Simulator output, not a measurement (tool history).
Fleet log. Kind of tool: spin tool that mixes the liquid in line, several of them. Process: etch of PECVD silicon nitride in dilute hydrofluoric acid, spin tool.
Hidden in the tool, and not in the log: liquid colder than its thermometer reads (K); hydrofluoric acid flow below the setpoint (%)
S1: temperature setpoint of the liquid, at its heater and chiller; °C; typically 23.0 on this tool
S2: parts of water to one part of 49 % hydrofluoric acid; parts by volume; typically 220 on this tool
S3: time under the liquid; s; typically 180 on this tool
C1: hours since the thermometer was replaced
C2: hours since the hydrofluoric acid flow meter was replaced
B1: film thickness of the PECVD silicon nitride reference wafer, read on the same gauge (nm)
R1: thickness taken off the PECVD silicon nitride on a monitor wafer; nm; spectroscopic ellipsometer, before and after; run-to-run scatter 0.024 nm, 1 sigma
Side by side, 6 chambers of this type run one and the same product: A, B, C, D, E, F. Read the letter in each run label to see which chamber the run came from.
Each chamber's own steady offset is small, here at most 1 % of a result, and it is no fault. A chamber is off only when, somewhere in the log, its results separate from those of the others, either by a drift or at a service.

run,hour,S1,S2,S3,C1,C2,B1,R1
1F,4.8,23.0,220,180,199.9,211.6,120.01,1.8535
2A,11.5,23.0,220,180,2870.0,30.1,120.02,1.8136
3E,16.8,23.0,220,180,1437.3,328.0,119.94,1.8313
4B,27.3,23.0,220,180,619.7,281.0,119.99,1.8535
5C,33.0,23.0,220,235,110.9,579.9,120.01,2.4104
6D,39.5,23.0,220,235,466.5,301.4,120.00,2.4125
7B,46.1,23.0,220,235,638.5,299.8,120.00,2.4208
8E,56.1,23.0,220,235,1476.6,367.3,119.99,2.3883
9F,61.6,23.0,220,235,256.7,268.4,120.03,2.4386
10A,69.8,23.0,220,235,2928.3,88.4,120.00,2.3917
# hour 73.0: chamber D: thermometer replaced
11C,75.0,23.0,220,180,152.9,621.9,120.00,1.8017
12D,80.9,23.0,220,180,8.0,342.8,120.04,1.8118
13D,85.5,20.5,160,180,12.6,347.4,120.00,2.1133
14F,94.8,20.5,160,180,289.9,301.6,119.97,2.1580
15A,103.9,20.5,160,180,2962.4,122.5,119.99,2.1424
16B,110.4,20.5,160,180,702.8,364.1,120.03,2.0985
17E,119.9,20.5,160,180,1540.4,431.1,119.94,2.1891
18C,129.3,20.5,160,180,207.2,676.2,119.95,2.1015
19E,137.7,23.0,220,180,1558.2,448.9,119.98,1.8494
20D,147.4,23.0,220,180,74.5,409.3,119.99,1.8425
21F,153.1,23.0,175,265,348.2,359.9,119.99,3.3861
22B,160.9,23.0,175,265,753.3,414.6,119.98,3.3407
23C,170.9,23.0,175,265,248.8,717.8,119.99,3.3082
24A,176.6,23.0,175,265,3035.1,195.2,120.03,3.4249
25C,186.1,23.0,175,265,264.0,733.0,120.00,3.3867
26F,191.5,23.0,175,265,386.6,398.3,119.98,3.4421
27D,198.3,23.0,220,180,125.4,460.2,119.95,1.8541
28B,207.7,23.0,220,180,800.1,461.4,120.07,1.7757
29A,214.7,23.0,220,180,3073.2,233.3,119.97,1.8632
# hour 219.8: chamber A: thermometer replaced
30E,225.1,23.0,220,180,1645.6,536.3,119.98,1.8468
31C,229.8,23.0,220,180,307.7,776.7,120.03,1.8377
32E,237.0,23.0,220,180,1657.5,548.2,120.01,1.8686
33D,247.2,23.0,220,180,174.3,509.1,120.00,1.8463
34B,256.5,25.5,220,180,848.9,510.2,119.97,2.0082
35F,262.0,25.5,220,180,457.1,468.8,119.99,2.1945
36A,272.0,25.5,220,180,52.3,290.6,119.99,2.1424
37D,281.8,25.5,220,180,208.9,543.7,119.99,2.1626
38C,291.1,25.5,220,180,369.0,838.0,119.99,2.1127
39F,299.6,25.5,220,180,494.7,506.4,120.02,2.1110
40E,304.8,23.0,220,180,1725.3,616.0,119.99,1.8243
41A,312.0,23.0,220,180,92.3,330.6,120.02,1.8119

Which is it: a chamber that has drifted or been left off by a service, a gauge drift common to all chambers, or only each chamber's usual small offset? If a chamber is off, name it and its likeliest cause.

Little by little, chamber B moves away from the other chambers.
Most likely cause: hydrofluoric acid flow below the setpoint (%) = 9.98.
Not necessarily distinguishable in this log from: liquid colder than its thermometer reads (K).

Here are 4 candidates for chamber B's next run, each the usual settings with a change, their results left as question marks. Which one brings its results back in line with what the others give on the usual settings?
Maximum distance from the other chambers' mean on the usual settings for a result to count as in line: R1 0.0830 nm
42B-1,319.7,23.0,230,170,,,,?
42B-2,319.7,23.5,220,195,,,,?
42B-3,319.7,22.5,235,165,,,,?
42B-4,319.7,24.0,195,180,,,,?

Usual-settings mean across the other chambers: R1 1.8395 nm
run,R1
42B-1,1.5082
42B-2,1.8648
42B-3,1.3890
42B-4,1.9995
With 42B-2, the chamber falls back in line with the rest.

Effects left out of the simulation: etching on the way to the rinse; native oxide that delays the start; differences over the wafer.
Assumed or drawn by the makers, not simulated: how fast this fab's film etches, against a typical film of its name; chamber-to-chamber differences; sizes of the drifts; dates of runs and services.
